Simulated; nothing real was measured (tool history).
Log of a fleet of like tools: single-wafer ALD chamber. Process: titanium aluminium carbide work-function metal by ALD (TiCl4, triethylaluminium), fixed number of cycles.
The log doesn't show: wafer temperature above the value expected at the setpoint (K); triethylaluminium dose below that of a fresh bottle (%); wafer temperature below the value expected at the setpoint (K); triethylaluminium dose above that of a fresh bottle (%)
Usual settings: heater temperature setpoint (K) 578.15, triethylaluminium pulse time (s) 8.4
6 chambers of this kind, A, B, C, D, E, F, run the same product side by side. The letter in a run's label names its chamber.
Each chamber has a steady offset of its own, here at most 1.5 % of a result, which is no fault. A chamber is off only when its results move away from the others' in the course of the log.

| run | day | heater temperature setpoint (K) | triethylaluminium pulse time (s) | hours since the last thermocouple change | hours since the last triethylaluminium bottle change | read-back reference wafer on the same gauge, thickness_nm | mean film thickness on the monitor wafer (nm) |
|---|---|---|---|---|---|---|---|
|  | 0.412 | chamber D: triethylaluminium bottle replaced |
| 1C | 0.529 | 578.15 | 8.4 | 1128.9 | 716.3 | 2.2496 | 2.011 |
|  | 0.558 | chamber D: thermocouple changed; heater temperature recalibrated |
| 2B | 0.854 | 578.15 | 8.4 | 1338.3 | 616.4 | 2.251 | 2.0066 |
|  | 0.983 | chamber A: triethylaluminium bottle replaced |
| 3D | 1.408 | 578.15 | 8.4 | 20.5 | 23.9 | 2.2519 | 1.9906 |
| 4F | 1.771 | 578.15 | 8.4 | 1735.2 | 753 | 2.2518 | 1.984 |
| 5A | 2.288 | 578.15 | 10.96 | 457.1 | 31.3 | 2.252 | 2.0552 |
| 6E | 2.583 | 578.15 | 10.96 | 1350.8 | 376.8 | 2.252 | 2.0817 |
| 7B | 3.117 | 578.15 | 10.96 | 1392.6 | 670.7 | 2.2522 | 2.0736 |
| 8E | 3.608 | 578.15 | 10.96 | 1375.4 | 401.4 | 2.2521 | 2.0791 |
|  | 3.767 | chamber B: triethylaluminium bottle replaced |
| 9F | 4.117 | 578.15 | 10.96 | 1791.5 | 809.3 | 2.2534 | 2.0559 |
| 10A | 4.721 | 578.15 | 10.96 | 515.5 | 89.7 | 2.2525 | 2.0512 |
| 11D | 5.017 | 578.15 | 8.4 | 107.1 | 110.5 | 2.2543 | 1.9928 |
| 12C | 5.446 | 578.15 | 8.4 | 1246.9 | 834.3 | 2.2532 | 2.0191 |
| 13F | 5.862 | 572.15 | 10.09 | 1833.4 | 851.2 | 2.2533 | 1.9893 |
| 14D | 6.296 | 572.15 | 10.09 | 137.8 | 141.2 | 2.254 | 1.9989 |
| 15E | 6.771 | 572.15 | 10.09 | 1451.3 | 477.3 | 2.2547 | 2.0127 |
| 16C | 7.171 | 572.15 | 10.09 | 1288.3 | 875.7 | 2.254 | 2.0158 |
| 17B | 7.708 | 572.15 | 10.09 | 1502.8 | 94.6 | 2.2554 | 2.0139 |
| 18A | 8.117 | 572.15 | 10.09 | 597 | 171.2 | 2.2553 | 1.9895 |
|  | 8.221 | chamber F: thermocouple changed; heater temperature recalibrated |
| 19F | 8.462 | 578.15 | 8.4 | 5.8 | 913.6 | 2.2552 | 1.99 |
| 20A | 8.867 | 578.15 | 8.4 | 615 | 189.2 | 2.2559 | 1.9904 |
| 21D | 9.338 | 578.15 | 8.4 | 210.8 | 214.2 | 2.2562 | 1.9977 |
| 22B | 9.629 | 578.15 | 8.4 | 1548.9 | 140.7 | 2.2567 | 2.0109 |
| 23C | 9.942 | 578.15 | 8.4 | 1354.8 | 942.2 | 2.2559 | 2.0169 |
| 24E | 10.238 | 578.15 | 8.4 | 1534.5 | 560.5 | 2.2568 | 2.0132 |
| 25A | 10.658 | 578.15 | 8.4 | 658 | 232.2 | 2.2566 | 1.9929 |
| 26D | 11.096 | 578.15 | 8.4 | 253 | 256.4 | 2.2573 | 1.9998 |
| 27B | 11.688 | 578.15 | 7.23 | 1598.3 | 190.1 | 2.2577 | 1.9531 |
| 28E | 12.192 | 578.15 | 7.23 | 1581.4 | 607.4 | 2.2581 | 1.9637 |
| 29C | 12.525 | 578.15 | 7.23 | 1416.8 | 1004.2 | 2.2588 | 1.9623 |
| 30F | 13.088 | 578.15 | 7.23 | 116.8 | 1024.6 | 2.2587 | 1.9317 |
| 31B | 13.417 | 578.15 | 7.23 | 1639.8 | 231.6 | 2.2585 | 1.9548 |
| 32A | 13.971 | 578.15 | 7.23 | 737.5 | 311.7 | 2.2591 | 1.9358 |
| 33D | 14.5 | 578.15 | 8.4 | 334.7 | 338.1 | 2.2598 | 2.0027 |
| 34F | 14.8 | 578.15 | 8.4 | 157.9 | 1065.7 | 2.2591 | 1.9913 |
| 35C | 15.383 | 578.15 | 8.4 | 1485.4 | 1072.8 | 2.2604 | 2.0233 |
| 36E | 15.838 | 578.15 | 8.4 | 1668.9 | 694.9 | 2.2609 | 2.0224 |
| 37F | 16.317 | 578.15 | 8.4 | 194.3 | 1102.1 | 2.2609 | 1.9943 |

All 6 chambers run these settings next. Forecast each chamber's results:
| 38A | 16.754 | 586.15 | 8.4 |  |  |  | ? |
| 38B | 16.754 | 586.15 | 8.4 |  |  |  | ? |
| 38C | 16.754 | 586.15 | 8.4 |  |  |  | ? |
| 38D | 16.754 | 586.15 | 8.4 |  |  |  | ? |
| 38E | 16.754 | 586.15 | 8.4 |  |  |  | ? |
| 38F | 16.754 | 586.15 | 8.4 |  |  |  | ? |

| run | mean film thickness on the monitor wafer (nm) |
|---|---|
| 38A | 2.0594 |
| 38B | 2.0797 |
| 38C | 2.0893 |
| 38D | 2.0715 |
| 38E | 2.0899 |
| 38F | 2.0609 |
